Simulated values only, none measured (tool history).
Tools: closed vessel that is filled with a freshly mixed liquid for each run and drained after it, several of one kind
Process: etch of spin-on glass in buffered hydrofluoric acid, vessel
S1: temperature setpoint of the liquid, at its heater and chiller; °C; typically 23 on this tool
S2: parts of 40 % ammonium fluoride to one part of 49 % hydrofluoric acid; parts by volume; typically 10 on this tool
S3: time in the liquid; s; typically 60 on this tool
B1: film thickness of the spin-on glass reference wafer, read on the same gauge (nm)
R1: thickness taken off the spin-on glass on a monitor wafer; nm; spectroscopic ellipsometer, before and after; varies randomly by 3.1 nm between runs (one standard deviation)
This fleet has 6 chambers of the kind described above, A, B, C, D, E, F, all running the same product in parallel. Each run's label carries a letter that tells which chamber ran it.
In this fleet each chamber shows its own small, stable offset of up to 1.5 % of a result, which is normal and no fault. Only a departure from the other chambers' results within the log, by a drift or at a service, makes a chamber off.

{"run": "1A", "day": 0.196, "S1": 23, "S2": 10, "S3": 60, "B1": 109.96, "R1": 335.85}
{"run": "2C", "day": 0.371, "S1": 23, "S2": 10, "S3": 60, "B1": 109.99, "R1": 336.45}
{"day": 0.446, "done": "chamber E: hydrofluoric acid flow meter replaced"}
{"run": "3F", "day": 0.492, "S1": 23, "S2": 10, "S3": 60, "B1": 110.04, "R1": 340.43}
{"run": "4D", "day": 0.729, "S1": 23, "S2": 10, "S3": 60, "B1": 110, "R1": 333.65}
{"run": "5B", "day": 0.962, "S1": 23, "S2": 10, "S3": 60, "B1": 110.03, "R1": 337.42}
{"run": "6E", "day": 1.125, "S1": 23, "S2": 10, "S3": 60, "B1": 110, "R1": 343.15}
{"run": "7A", "day": 1.304, "S1": 23, "S2": 10, "S3": 60, "B1": 110.02, "R1": 334.59}
{"day": 1.375, "done": "chamber B: thermometer replaced"}
{"run": "8F", "day": 1.412, "S1": 23, "S2": 10, "S3": 60, "B1": 110.05, "R1": 337.83}
{"run": "9C", "day": 1.567, "S1": 23, "S2": 10, "S3": 60, "B1": 109.97, "R1": 337.71}
{"run": "10B", "day": 1.758, "S1": 23, "S2": 10, "S3": 60, "B1": 109.99, "R1": 334.54}
{"run": "11D", "day": 1.904, "S1": 23, "S2": 10, "S3": 60, "B1": 110.01, "R1": 339.89}
{"run": "12E", "day": 2.083, "S1": 23, "S2": 10, "S3": 60, "B1": 109.98, "R1": 338.1}
{"run": "13E", "day": 2.304, "S1": 23, "S2": 10, "S3": 60, "B1": 109.98, "R1": 333.3}
{"run": "14F", "day": 2.488, "S1": 23, "S2": 10, "S3": 60, "B1": 109.98, "R1": 337.27}
{"run": "15A", "day": 2.7, "S1": 23, "S2": 10, "S3": 60, "B1": 110, "R1": 330.06}
{"run": "16D", "day": 2.838, "S1": 23, "S2": 10, "S3": 60, "B1": 109.98, "R1": 335.09}
{"run": "17C", "day": 3.021, "S1": 23, "S2": 10, "S3": 60, "B1": 110.02, "R1": 340.47}
{"run": "18B", "day": 3.242, "S1": 23, "S2": 10, "S3": 60, "B1": 110.03, "R1": 336.91}
{"run": "19A", "day": 3.35, "S1": 23, "S2": 10, "S3": 60, "B1": 109.96, "R1": 326.09}
{"run": "20B", "day": 3.542, "S1": 23, "S2": 10, "S3": 60, "B1": 109.98, "R1": 339.43}
{"run": "21E", "day": 3.683, "S1": 23, "S2": 10, "S3": 60, "B1": 109.98, "R1": 343.03}
{"run": "22D", "day": 3.804, "S1": 23, "S2": 10, "S3": 60, "B1": 110.01, "R1": 332.98}
{"run": "23F", "day": 3.958, "S1": 23, "S2": 10, "S3": 60, "B1": 110.02, "R1": 332.89}
{"run": "24C", "day": 4.162, "S1": 23, "S2": 10, "S3": 60, "B1": 109.96, "R1": 340.6}
{"run": "25B", "day": 4.396, "S1": 23, "S2": 10, "S3": 60, "B1": 109.97, "R1": 338.14}
{"run": "26C", "day": 4.592, "S1": 26.5, "S2": 8.5, "S3": 60, "B1": 109.99, "R1": 467.57}
{"run": "27A", "day": 4.8, "S1": 26.5, "S2": 8.5, "S3": 60, "B1": 110.04, "R1": 437.72}
{"run": "28E", "day": 4.912, "S1": 26.5, "S2": 8.5, "S3": 60, "B1": 109.97, "R1": 463.18}
{"run": "29D", "day": 5.133, "S1": 26.5, "S2": 8.5, "S3": 60, "B1": 110.02, "R1": 456.32}
{"run": "30F", "day": 5.354, "S1": 26.5, "S2": 8.5, "S3": 60, "B1": 109.95, "R1": 454.36}
{"run": "31F", "day": 5.575, "S1": 26.5, "S2": 8.5, "S3": 60, "B1": 110.01, "R1": 460.58}
{"run": "32B", "day": 5.704, "S1": 23, "S2": 12.5, "S3": 85, "B1": 110, "R1": 382.65}
{"run": "33D", "day": 5.921, "S1": 23, "S2": 12.5, "S3": 85, "B1": 109.99, "R1": 376.37}
{"run": "34E", "day": 6.058, "S1": 23, "S2": 12.5, "S3": 85, "B1": 110, "R1": 380.65}
{"run": "35C", "day": 6.204, "S1": 23, "S2": 12.5, "S3": 85, "B1": 110.02, "R1": 390.15}
{"run": "36A", "day": 6.396, "S1": 23, "S2": 12.5, "S3": 85, "B1": 109.98, "R1": 362.64}
{"run": "37F", "day": 6.558, "S1": 23, "S2": 12.5, "S3": 85, "B1": 109.99, "R1": 386.18}

Read the log: is a single chamber off, either drifting away or since a service, is the gauge that measures every chamber drifting, or is nothing wrong beyond small per-chamber offsets? Name any odd chamber and what most likely caused it.

Little by little, chamber A moves away from the other chambers.
What lies behind it: hydrofluoric acid flow below the setpoint (%) = 5.31.
The log might look much the same if the cause were instead: liquid colder than its thermometer reads (K).

Chamber A could run next with any of the 4 candidate recipes listed below; each alters the usual settings, and their results appear as question marks. Which one brings its results back in line with what the other chambers deliver on the usual settings?
In line here means within this much of the mean the other chambers give on the usual settings: R1 11 nm
{"run": "38A-1", "day": 6.733, "S1": 22, "S2": 10, "S3": 60, "R1": "?"}
{"run": "38A-2", "day": 6.733, "S1": 23, "S2": 9.5, "S3": 60, "R1": "?"}
{"run": "38A-3", "day": 6.733, "S1": 21, "S2": 10, "S3": 60, "R1": "?"}
{"run": "38A-4", "day": 6.733, "S1": 23, "S2": 8.5, "S3": 60, "R1": "?"}

What the other chambers average on the usual settings: R1 336.85 nm
run=38A-1 R1=302.78
run=38A-2 R1=335.87
run=38A-3 R1=286.44
run=38A-4 R1=360.29
The right change is 38A-2: it brings the chamber back within the allowed miss of the others.

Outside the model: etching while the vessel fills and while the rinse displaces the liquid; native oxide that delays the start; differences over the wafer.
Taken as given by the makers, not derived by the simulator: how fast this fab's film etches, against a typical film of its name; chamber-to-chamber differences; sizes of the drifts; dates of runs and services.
